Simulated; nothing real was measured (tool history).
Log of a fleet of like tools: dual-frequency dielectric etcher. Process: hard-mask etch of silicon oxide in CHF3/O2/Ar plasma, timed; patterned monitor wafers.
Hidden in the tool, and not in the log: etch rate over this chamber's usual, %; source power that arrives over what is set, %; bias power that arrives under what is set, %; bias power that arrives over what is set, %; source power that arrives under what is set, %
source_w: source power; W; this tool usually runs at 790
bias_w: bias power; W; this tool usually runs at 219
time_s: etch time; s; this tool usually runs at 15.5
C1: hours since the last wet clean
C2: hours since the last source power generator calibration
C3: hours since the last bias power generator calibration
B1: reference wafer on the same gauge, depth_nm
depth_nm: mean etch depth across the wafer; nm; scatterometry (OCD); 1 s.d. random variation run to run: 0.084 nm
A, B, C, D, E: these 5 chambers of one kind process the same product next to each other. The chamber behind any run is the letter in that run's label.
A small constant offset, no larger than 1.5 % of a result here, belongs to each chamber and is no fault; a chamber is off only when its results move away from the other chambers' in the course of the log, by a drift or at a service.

run 1B hour=4.5 | source_w=790 bias_w=219 time_s=15.5 | C1=119.6 C2=4092.7 C3=3575.5 | B1=42.797 | depth_nm=36.594
run 2E hour=10.1 | source_w=790 bias_w=219 time_s=15.5 | C1=87.9 C2=2868.1 C3=1266.9 | B1=42.804 | depth_nm=36.318
run 3C hour=13.3 | source_w=790 bias_w=219 time_s=15.5 | C1=487.5 C2=154.5 C3=3665.3 | B1=42.808 | depth_nm=36.572
run 4D hour=16.5 | source_w=790 bias_w=219 time_s=15.5 | C1=261.7 C2=823.7 C3=754.1 | B1=42.786 | depth_nm=35.994
run 5A hour=19.9 | source_w=790 bias_w=219 time_s=15.5 | C1=200.1 C2=3087.5 C3=1483.1 | B1=42.812 | depth_nm=36.413
run 6B hour=24.7 | source_w=790 bias_w=219 time_s=15.5 | C1=139.8 C2=4112.9 C3=3595.7 | B1=42.814 | depth_nm=36.536
run 7A hour=29.3 | source_w=790 bias_w=219 time_s=19 | C1=209.5 C2=3096.9 C3=1492.5 | B1=42.776 | depth_nm=44.624
run 8C hour=35 | source_w=790 bias_w=219 time_s=19 | C1=509.2 C2=176.2 C3=3687 | B1=42.803 | depth_nm=44.884
run 9E hour=38.1 | source_w=790 bias_w=219 time_s=19 | C1=115.9 C2=2896.1 C3=1294.9 | B1=42.799 | depth_nm=44.549
run 10D hour=43.9 | source_w=790 bias_w=219 time_s=19 | C1=289.1 C2=851.1 C3=781.5 | B1=42.81 | depth_nm=43.999
run 11D hour=47.3 | source_w=790 bias_w=219 time_s=19 | C1=292.5 C2=854.5 C3=784.9 | B1=42.761 | depth_nm=44.067
run 12C hour=52.1 | source_w=790 bias_w=219 time_s=15.5 | C1=526.3 C2=193.3 C3=3704.1 | B1=42.806 | depth_nm=36.659
run 13E hour=56.6 | source_w=790 bias_w=219 time_s=15.5 | C1=134.4 C2=2914.6 C3=1313.4 | B1=42.8 | depth_nm=36.263
run 14A hour=60.2 | source_w=790 bias_w=219 time_s=13.5 | C1=240.4 C2=3127.8 C3=1523.4 | B1=42.78 | depth_nm=31.777
run 15B hour=63.7 | source_w=790 bias_w=219 time_s=13.5 | C1=178.8 C2=4151.9 C3=3634.7 | B1=42.82 | depth_nm=31.802
run 16B hour=66.8 | source_w=790 bias_w=219 time_s=13.5 | C1=181.9 C2=4155 C3=3637.8 | B1=42.811 | depth_nm=31.685
run 17D hour=72.8 | source_w=790 bias_w=219 time_s=13.5 | C1=318 C2=880 C3=810.4 | B1=42.779 | depth_nm=31.239
run 18C hour=75.8 | source_w=790 bias_w=219 time_s=13.5 | C1=550 C2=217 C3=3727.8 | B1=42.819 | depth_nm=31.795
run 19E hour=80 | source_w=790 bias_w=219 time_s=15.5 | C1=157.8 C2=2938 C3=1336.8 | B1=42.783 | depth_nm=36.25
run 20A hour=84 | source_w=790 bias_w=219 time_s=15.5 | C1=264.2 C2=3151.6 C3=1547.2 | B1=42.789 | depth_nm=36.544
run 21D hour=87.3 | source_w=790 bias_w=219 time_s=15.5 | C1=332.5 C2=894.5 C3=824.9 | B1=42.803 | depth_nm=35.815
run 22B hour=92 | source_w=790 bias_w=219 time_s=15.5 | C1=207.1 C2=4180.2 C3=3663 | B1=42.834 | depth_nm=36.538
run 23A hour=96.7 | source_w=790 bias_w=219 time_s=15.5 | C1=276.9 C2=3164.3 C3=1559.9 | B1=42.791 | depth_nm=36.468
run 24E hour=100.2 | source_w=790 bias_w=219 time_s=15.5 | C1=178 C2=2958.2 C3=1357 | B1=42.796 | depth_nm=36.295
run 25C hour=104.5 | source_w=790 bias_w=219 time_s=15.5 | C1=578.7 C2=245.7 C3=3756.5 | B1=42.779 | depth_nm=36.594
run 26B hour=107.4 | source_w=790 bias_w=219 time_s=15.5 | C1=222.5 C2=4195.6 C3=3678.4 | B1=42.794 | depth_nm=36.56
run 27A hour=110.3 | source_w=790 bias_w=219 time_s=17 | C1=290.5 C2=3177.9 C3=1573.5 | B1=42.811 | depth_nm=39.947
run 28E hour=114.4 | source_w=790 bias_w=219 time_s=17 | C1=192.2 C2=2972.4 C3=1371.2 | B1=42.814 | depth_nm=39.951
run 29C hour=117.2 | source_w=790 bias_w=219 time_s=17 | C1=591.4 C2=258.4 C3=3769.2 | B1=42.832 | depth_nm=40.017
run 30D hour=120.9 | source_w=790 bias_w=219 time_s=17 | C1=366.1 C2=928.1 C3=858.5 | B1=42.792 | depth_nm=39.345
run 31E hour=126.8 | source_w=790 bias_w=219 time_s=17 | C1=204.6 C2=2984.8 C3=1383.6 | B1=42.79 | depth_nm=39.823
run 32D hour=130.4 | source_w=790 bias_w=219 time_s=15.5 | C1=375.6 C2=937.6 C3=868 | B1=42.791 | depth_nm=36.116

Has any chamber moved away from the others, gradually or after a service, or does the common gauge drift, or do the chambers differ only by their own small steady offsets? State the chamber and the most likely cause if one applies.

No chamber is off and the gauge is stable; the differences are just each chamber's small, constant offset.
